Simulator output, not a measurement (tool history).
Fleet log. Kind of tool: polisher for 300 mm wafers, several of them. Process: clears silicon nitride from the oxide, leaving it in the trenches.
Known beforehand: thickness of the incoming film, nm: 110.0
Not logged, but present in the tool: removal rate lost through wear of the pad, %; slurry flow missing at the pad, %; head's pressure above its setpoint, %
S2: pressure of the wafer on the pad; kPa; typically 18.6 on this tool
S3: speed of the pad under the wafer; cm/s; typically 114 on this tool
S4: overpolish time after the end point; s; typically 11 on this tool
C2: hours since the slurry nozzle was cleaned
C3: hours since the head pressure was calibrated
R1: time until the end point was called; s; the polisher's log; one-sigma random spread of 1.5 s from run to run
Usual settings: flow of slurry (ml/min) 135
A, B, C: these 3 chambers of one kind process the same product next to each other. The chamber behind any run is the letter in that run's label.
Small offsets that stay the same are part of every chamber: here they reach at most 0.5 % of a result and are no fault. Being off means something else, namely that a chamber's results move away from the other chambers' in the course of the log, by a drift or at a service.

run 1B hour=6.0 | flow_of_slurry_(ml/min)=135 S2=18.6 S3=114 S4=11 | wafers_polished_on_this_pad=184 C2=93.4 C3=531.2 | R1=134.73
run 2C hour=13.5 | flow_of_slurry_(ml/min)=135 S2=18.6 S3=114 S4=11 | wafers_polished_on_this_pad=208 C2=290.4 C3=222.8 | R1=133.25
run 3A hour=20.3 | flow_of_slurry_(ml/min)=135 S2=18.6 S3=114 S4=11 | wafers_polished_on_this_pad=220 C2=250.7 C3=548.1 | R1=134.18
run 4C hour=24.4 | flow_of_slurry_(ml/min)=135 S2=18.6 S3=114 S4=11 | wafers_polished_on_this_pad=302 C2=301.3 C3=233.7 | R1=134.25
run 5A hour=31.5 | flow_of_slurry_(ml/min)=135 S2=18.6 S3=114 S4=11 | wafers_polished_on_this_pad=316 C2=261.9 C3=559.3 | R1=136.16
run 6B hour=37.9 | flow_of_slurry_(ml/min)=135 S2=18.6 S3=114 S4=7 | wafers_polished_on_this_pad=456 C2=125.3 C3=563.1 | R1=134.34
-- hour=43.4 chamber B: worn pad replaced by a new one
run 7A hour=43.8 | flow_of_slurry_(ml/min)=135 S2=18.6 S3=114 S4=7 | wafers_polished_on_this_pad=421 C2=274.2 C3=571.6 | R1=135.66
run 8B hour=49.4 | flow_of_slurry_(ml/min)=135 S2=18.6 S3=114 S4=7 | wafers_polished_on_this_pad=51 C2=136.8 C3=574.6 | R1=133.46
run 9C hour=53.8 | flow_of_slurry_(ml/min)=135 S2=18.6 S3=114 S4=11 | wafers_polished_on_this_pad=553 C2=330.7 C3=263.1 | R1=131.91
-- hour=54.3 chamber A: worn pad replaced by a new one
-- hour=59.6 chamber C: worn pad replaced by a new one
run 10A hour=61.8 | flow_of_slurry_(ml/min)=135 S2=18.6 S3=114 S4=11 | wafers_polished_on_this_pad=64 C2=292.2 C3=589.6 | R1=140.67
run 11C hour=67.9 | flow_of_slurry_(ml/min)=135 S2=18.6 S3=88 S4=11 | wafers_polished_on_this_pad=71 C2=344.8 C3=277.2 | R1=170.82
run 12B hour=72.8 | flow_of_slurry_(ml/min)=135 S2=18.6 S3=88 S4=11 | wafers_polished_on_this_pad=251 C2=160.2 C3=598.0 | R1=172.10
run 13A hour=79.5 | flow_of_slurry_(ml/min)=135 S2=18.6 S3=88 S4=11 | wafers_polished_on_this_pad=215 C2=309.9 C3=607.3 | R1=183.18
run 14C hour=84.1 | flow_of_slurry_(ml/min)=135 S2=18.6 S3=114 S4=11 | wafers_polished_on_this_pad=209 C2=361.0 C3=293.4 | R1=132.32
-- hour=88.8 chamber B: head pressure recalibrated
run 15B hour=91.5 | flow_of_slurry_(ml/min)=135 S2=18.6 S3=114 S4=11 | wafers_polished_on_this_pad=410 C2=178.9 C3=2.7 | R1=133.51
run 16A hour=97.7 | flow_of_slurry_(ml/min)=135 S2=18.6 S3=114 S4=11 | wafers_polished_on_this_pad=370 C2=328.1 C3=625.5 | R1=143.07
-- hour=100.0 chamber A: head pressure recalibrated
run 17C hour=101.5 | flow_of_slurry_(ml/min)=135 S2=18.6 S3=114 S4=11 | wafers_polished_on_this_pad=358 C2=378.4 C3=310.8 | R1=132.46
run 18B hour=106.3 | flow_of_slurry_(ml/min)=135 S2=18.6 S3=114 S4=11 | wafers_polished_on_this_pad=537 C2=193.7 C3=17.5 | R1=132.78
-- hour=107.9 chamber B: worn pad replaced by a new one
run 19C hour=109.8 | flow_of_slurry_(ml/min)=135 S2=18.6 S3=114 S4=11 | wafers_polished_on_this_pad=429 C2=386.7 C3=319.1 | R1=134.01
run 20A hour=115.0 | flow_of_slurry_(ml/min)=135 S2=18.6 S3=114 S4=11 | wafers_polished_on_this_pad=518 C2=345.4 C3=15.1 | R1=146.41
run 21B hour=120.0 | flow_of_slurry_(ml/min)=135 S2=18.6 S3=114 S4=11 | wafers_polished_on_this_pad=104 C2=207.4 C3=31.2 | R1=136.79
-- hour=122.9 chamber A: worn pad replaced by a new one
run 22A hour=127.1 | flow_of_slurry_(ml/min)=135 S2=18.6 S3=114 S4=11 | wafers_polished_on_this_pad=35 C2=357.5 C3=27.2 | R1=148.37
-- hour=128.1 chamber C: worn pad replaced by a new one
-- hour=131.8 chamber C: slurry nozzle cleaned
run 23C hour=133.4 | flow_of_slurry_(ml/min)=135 S2=18.6 S3=86 S4=11 | wafers_polished_on_this_pad=45 C2=1.6 C3=342.7 | R1=174.28
run 24B hour=140.1 | flow_of_slurry_(ml/min)=135 S2=18.6 S3=86 S4=11 | wafers_polished_on_this_pad=275 C2=227.5 C3=51.3 | R1=179.43
run 25B hour=145.2 | flow_of_slurry_(ml/min)=135 S2=18.6 S3=86 S4=11 | wafers_polished_on_this_pad=319 C2=232.6 C3=56.4 | R1=179.05

The same settings go to every chamber for the next run, one line per chamber below. Forecast the results for each:
run 26A hour=151.0 | flow_of_slurry_(ml/min)=135 S2=22.1 S3=114 S4=11 | R1=?
run 26B hour=151.0 | flow_of_slurry_(ml/min)=135 S2=22.1 S3=114 S4=11 | R1=?
run 26C hour=151.0 | flow_of_slurry_(ml/min)=135 S2=22.1 S3=114 S4=11 | R1=?

run=26A R1=129.65
run=26B R1=114.24
run=26C R1=112.84

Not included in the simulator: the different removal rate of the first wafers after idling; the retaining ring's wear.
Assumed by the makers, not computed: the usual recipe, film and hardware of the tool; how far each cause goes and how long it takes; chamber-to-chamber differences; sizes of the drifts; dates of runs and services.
